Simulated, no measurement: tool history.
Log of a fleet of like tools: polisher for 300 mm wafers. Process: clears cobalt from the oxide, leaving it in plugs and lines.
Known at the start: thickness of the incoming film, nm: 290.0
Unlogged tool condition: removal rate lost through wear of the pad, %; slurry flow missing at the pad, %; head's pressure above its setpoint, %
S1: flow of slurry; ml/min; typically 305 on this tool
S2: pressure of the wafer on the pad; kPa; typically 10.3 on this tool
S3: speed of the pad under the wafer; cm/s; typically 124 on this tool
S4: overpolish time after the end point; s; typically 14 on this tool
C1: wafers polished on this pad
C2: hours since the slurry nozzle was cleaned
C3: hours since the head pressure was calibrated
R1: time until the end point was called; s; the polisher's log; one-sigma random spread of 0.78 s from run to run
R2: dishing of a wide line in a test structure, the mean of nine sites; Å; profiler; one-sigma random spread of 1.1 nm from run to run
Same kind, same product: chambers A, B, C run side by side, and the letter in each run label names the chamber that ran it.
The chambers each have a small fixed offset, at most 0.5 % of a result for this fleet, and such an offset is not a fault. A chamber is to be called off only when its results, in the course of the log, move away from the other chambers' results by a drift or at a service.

{"hour": 2.5, "done": "chamber B: worn pad replaced by a new one"}
{"run": "1C", "hour": 4.8, "S1": 305, "S2": 10.3, "S3": 124, "S4": 14, "C1": 100, "C2": 578.9, "C3": 529.1, "R1": 62.961, "R2": 473.56}
{"run": "2B", "hour": 12.5, "S1": 305, "S2": 10.3, "S3": 124, "S4": 14, "C1": 115, "C2": 731.9, "C3": 245.6, "R1": 62.864, "R2": 454.86}
{"run": "3A", "hour": 19.4, "S1": 305, "S2": 10.3, "S3": 124, "S4": 14, "C1": 497, "C2": 46.6, "C3": 586.6, "R1": 62.866, "R2": 467.04}
{"run": "4B", "hour": 27.5, "S1": 305, "S2": 10.3, "S3": 124, "S4": 14, "C1": 288, "C2": 746.9, "C3": 260.6, "R1": 61.397, "R2": 460.88}
{"run": "5C", "hour": 35.1, "S1": 305, "S2": 10.3, "S3": 124, "S4": 14, "C1": 448, "C2": 609.2, "C3": 559.4, "R1": 62.034, "R2": 457.7}
{"run": "6A", "hour": 38.7, "S1": 305, "S2": 10.3, "S3": 124, "S4": 14, "C1": 720, "C2": 65.9, "C3": 605.9, "R1": 61.694, "R2": 469.37}
{"hour": 41.9, "done": "chamber A: worn pad replaced by a new one"}
{"run": "7C", "hour": 44.1, "S1": 305, "S2": 10.3, "S3": 124, "S4": 14, "C1": 552, "C2": 618.2, "C3": 568.4, "R1": 62.595, "R2": 472.81}
{"hour": 44.4, "done": "chamber C: worn pad replaced by a new one"}
{"hour": 46.8, "done": "chamber C: head pressure recalibrated"}
{"run": "8B", "hour": 51.0, "S1": 305, "S2": 10.3, "S3": 124, "S4": 10, "C1": 558, "C2": 770.4, "C3": 284.1, "R1": 61.558, "R2": 361.87}
{"hour": 52.8, "done": "chamber B: worn pad replaced by a new one"}
{"run": "9A", "hour": 55.8, "S1": 305, "S2": 10.3, "S3": 124, "S4": 10, "C1": 160, "C2": 83, "C3": 623, "R1": 63.294, "R2": 362.83}
{"run": "10A", "hour": 60.6, "S1": 305, "S2": 10.3, "S3": 124, "S4": 10, "C1": 215, "C2": 87.8, "C3": 627.8, "R1": 61.435, "R2": 363.41}
{"run": "11B", "hour": 66.4, "S1": 305, "S2": 9, "S3": 124, "S4": 14, "C1": 157, "C2": 785.8, "C3": 299.5, "R1": 72.039, "R2": 397.08}
{"run": "12C", "hour": 72.3, "S1": 305, "S2": 9, "S3": 124, "S4": 14, "C1": 321, "C2": 646.4, "C3": 25.5, "R1": 73.152, "R2": 418.38}
{"hour": 77.3, "done": "chamber B: slurry nozzle cleaned"}
{"run": "13C", "hour": 77.4, "S1": 305, "S2": 9, "S3": 124, "S4": 14, "C1": 380, "C2": 651.5, "C3": 30.6, "R1": 73.091, "R2": 428.17}
{"run": "14A", "hour": 83.3, "S1": 305, "S2": 10.3, "S3": 124, "S4": 14, "C1": 477, "C2": 110.5, "C3": 650.5, "R1": 61.136, "R2": 448.33}
{"run": "15B", "hour": 88.3, "S1": 305, "S2": 10.3, "S3": 124, "S4": 14, "C1": 409, "C2": 11, "C3": 321.4, "R1": 62.729, "R2": 470.74}
{"run": "16B", "hour": 96.7, "S1": 305, "S2": 10.3, "S3": 100, "S4": 14, "C1": 505, "C2": 19.4, "C3": 329.8, "R1": 77.177, "R2": 388.02}
{"hour": 102.0, "done": "chamber C: worn pad replaced by a new one"}
{"run": "17C", "hour": 102.1, "S1": 305, "S2": 10.3, "S3": 100, "S4": 14, "C1": 1, "C2": 676.2, "C3": 55.3, "R1": 76.912, "R2": 400.14}
{"hour": 103.9, "done": "chamber A: worn pad replaced by a new one"}
{"hour": 106.4, "done": "chamber B: worn pad replaced by a new one"}
{"run": "18A", "hour": 107.9, "S1": 305, "S2": 10.3, "S3": 100, "S4": 14, "C1": 47, "C2": 135.1, "C3": 675.1, "R1": 76.114, "R2": 399.5}
{"run": "19A", "hour": 114.6, "S1": 305, "S2": 10.3, "S3": 124, "S4": 14, "C1": 124, "C2": 141.8, "C3": 681.8, "R1": 62.022, "R2": 474.77}
{"run": "20C", "hour": 121.8, "S1": 305, "S2": 10.3, "S3": 124, "S4": 14, "C1": 228, "C2": 695.9, "C3": 75, "R1": 62.723, "R2": 442.36}
{"run": "21B", "hour": 129.7, "S1": 305, "S2": 10.3, "S3": 124, "S4": 14, "C1": 268, "C2": 52.4, "C3": 362.8, "R1": 60.918, "R2": 477.65}
{"run": "22B", "hour": 135.1, "S1": 305, "S2": 10.3, "S3": 124, "S4": 14, "C1": 330, "C2": 57.8, "C3": 368.2, "R1": 63.363, "R2": 466.09}
{"run": "23C", "hour": 141.4, "S1": 305, "S2": 10.3, "S3": 124, "S4": 14, "C1": 453, "C2": 715.5, "C3": 94.6, "R1": 63.007, "R2": 455.51}
{"hour": 147.9, "done": "chamber C: worn pad replaced by a new one"}
{"run": "24A", "hour": 148.9, "S1": 305, "S2": 10.3, "S3": 124, "S4": 14, "C1": 518, "C2": 176.1, "C3": 716.1, "R1": 63.728, "R2": 445.26}
{"hour": 152.1, "done": "chamber B: worn pad replaced by a new one"}
{"run": "25C", "hour": 153.3, "S1": 305, "S2": 9, "S3": 124, "S4": 20, "C1": 63, "C2": 727.4, "C3": 106.5, "R1": 72.953, "R2": 520.62}
{"run": "26B", "hour": 158.5, "S1": 305, "S2": 9, "S3": 124, "S4": 20, "C1": 74, "C2": 81.2, "C3": 391.6, "R1": 71.877, "R2": 533.14}
{"run": "27A", "hour": 163.0, "S1": 305, "S2": 9, "S3": 124, "S4": 20, "C1": 681, "C2": 190.2, "C3": 730.2, "R1": 71.422, "R2": 545.76}
{"run": "28B", "hour": 168.9, "S1": 305, "S2": 10.3, "S3": 124, "S4": 14, "C1": 193, "C2": 91.6, "C3": 402, "R1": 61.464, "R2": 475.09}
{"run": "29A", "hour": 176.1, "S1": 380, "S2": 10.3, "S3": 124, "S4": 17, "C1": 831, "C2": 203.3, "C3": 743.3, "R1": 60.852, "R2": 519.17}

Has any chamber moved away from the others, gradually or after a service, or does the common gauge drift, or do the chambers differ only by their own small steady offsets? State the chamber and the most likely cause if one applies.

No chamber stands off beyond its own small offset, and the gauge holds steady.

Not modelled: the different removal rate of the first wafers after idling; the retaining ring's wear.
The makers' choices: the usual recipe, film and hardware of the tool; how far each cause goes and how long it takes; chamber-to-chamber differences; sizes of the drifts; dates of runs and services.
